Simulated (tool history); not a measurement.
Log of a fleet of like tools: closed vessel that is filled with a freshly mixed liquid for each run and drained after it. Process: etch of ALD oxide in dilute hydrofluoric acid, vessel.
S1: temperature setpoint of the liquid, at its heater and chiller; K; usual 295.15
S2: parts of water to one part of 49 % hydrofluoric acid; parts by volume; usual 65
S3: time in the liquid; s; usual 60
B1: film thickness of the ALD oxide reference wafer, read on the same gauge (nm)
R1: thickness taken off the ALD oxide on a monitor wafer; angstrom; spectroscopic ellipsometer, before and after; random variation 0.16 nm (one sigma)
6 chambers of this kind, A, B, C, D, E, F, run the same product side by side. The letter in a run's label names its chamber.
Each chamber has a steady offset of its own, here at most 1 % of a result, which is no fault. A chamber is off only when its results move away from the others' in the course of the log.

run,hour,S1,S2,S3,B1,R1
1D,9.4,295.15,65,60,130.01,230.82
2A,22.8,295.15,65,60,129.98,231.97
3C,29.6,295.15,65,60,130,230.29
4B,42.8,295.15,65,60,130.02,230.63
5F,55.1,295.15,65,60,129.99,231.98
6E,62.3,295.15,65,60,129.99,229.93
7D,75.2,292.65,90,60,130,144.75
8B,83.6,292.65,90,60,130,145.67
9F,97.6,292.65,90,60,129.99,147.3
10E,109.4,292.65,90,60,130.01,147.12
11A,120.6,292.65,90,60,130,145.4
12C,128.3,292.65,90,60,129.99,144.96
13F,135.6,295.15,65,60,129.99,231.86
# hour 145.2: chamber E: hydrofluoric acid flow meter replaced
14E,147,295.15,65,60,130.01,227.15
15C,154.1,295.15,65,60,129.99,228.15
16D,165.5,295.15,65,60,129.99,232.5
# hour 167.9: chamber F: hydrofluoric acid flow meter replaced
17A,179.1,295.15,65,60,130,233.22
18B,186.9,295.15,65,60,129.99,230.16
19F,194.2,297.65,65,60,130,259.58
20A,205.1,297.65,65,60,130.01,256.01
21D,219.1,297.65,65,60,130,255.01
22E,233.3,297.65,65,60,130,257.09
23C,245.8,297.65,65,60,130.01,255.16
24B,257,297.65,65,60,129.99,255.98
25D,265,295.15,65,60,129.99,230.12
26B,272.6,295.15,65,60,130.01,231.08
27E,282.5,295.15,65,60,130,230.55
# hour 289.5: chamber E: thermometer replaced
28C,289.5,295.15,65,60,129.99,232.74
29F,299.2,295.15,45,60,130.01,345.15
30A,307,295.15,45,60,130.01,341.91
31B,318.5,295.15,45,60,130.01,341.16
32D,330.6,295.15,45,60,130,343.29
33F,338.4,295.15,45,60,129.98,346.44
34E,346.4,295.15,45,60,130.01,335.72
35C,359.9,295.15,65,60,129.99,231.74
36A,369.7,295.15,65,60,130,231.89
37F,380.6,295.15,65,60,130.01,230.77
38D,389.5,295.15,65,60,129.99,228.56
39E,402.3,295.15,65,60,130.01,227.84
40B,409,295.15,65,60,130,229.14
41C,422.4,295.15,65,60,130.01,230.43
42A,436.5,295.15,65,60,130.01,230.92
43A,444.6,295.15,65,60,129.99,232.3
# hour 453.7: chamber F: thermometer replaced
44F,455,295.15,65,60,130,232.81

Next, every chamber runs the same settings. What will each give?
45A,465.4,295.15,85,60,,?
45B,465.4,295.15,85,60,,?
45C,465.4,295.15,85,60,,?
45D,465.4,295.15,85,60,,?
45E,465.4,295.15,85,60,,?
45F,465.4,295.15,85,60,,?

run,R1
45A,174.31
45B,171.28
45C,172.18
45D,172.26
45E,171.44
45F,173.36
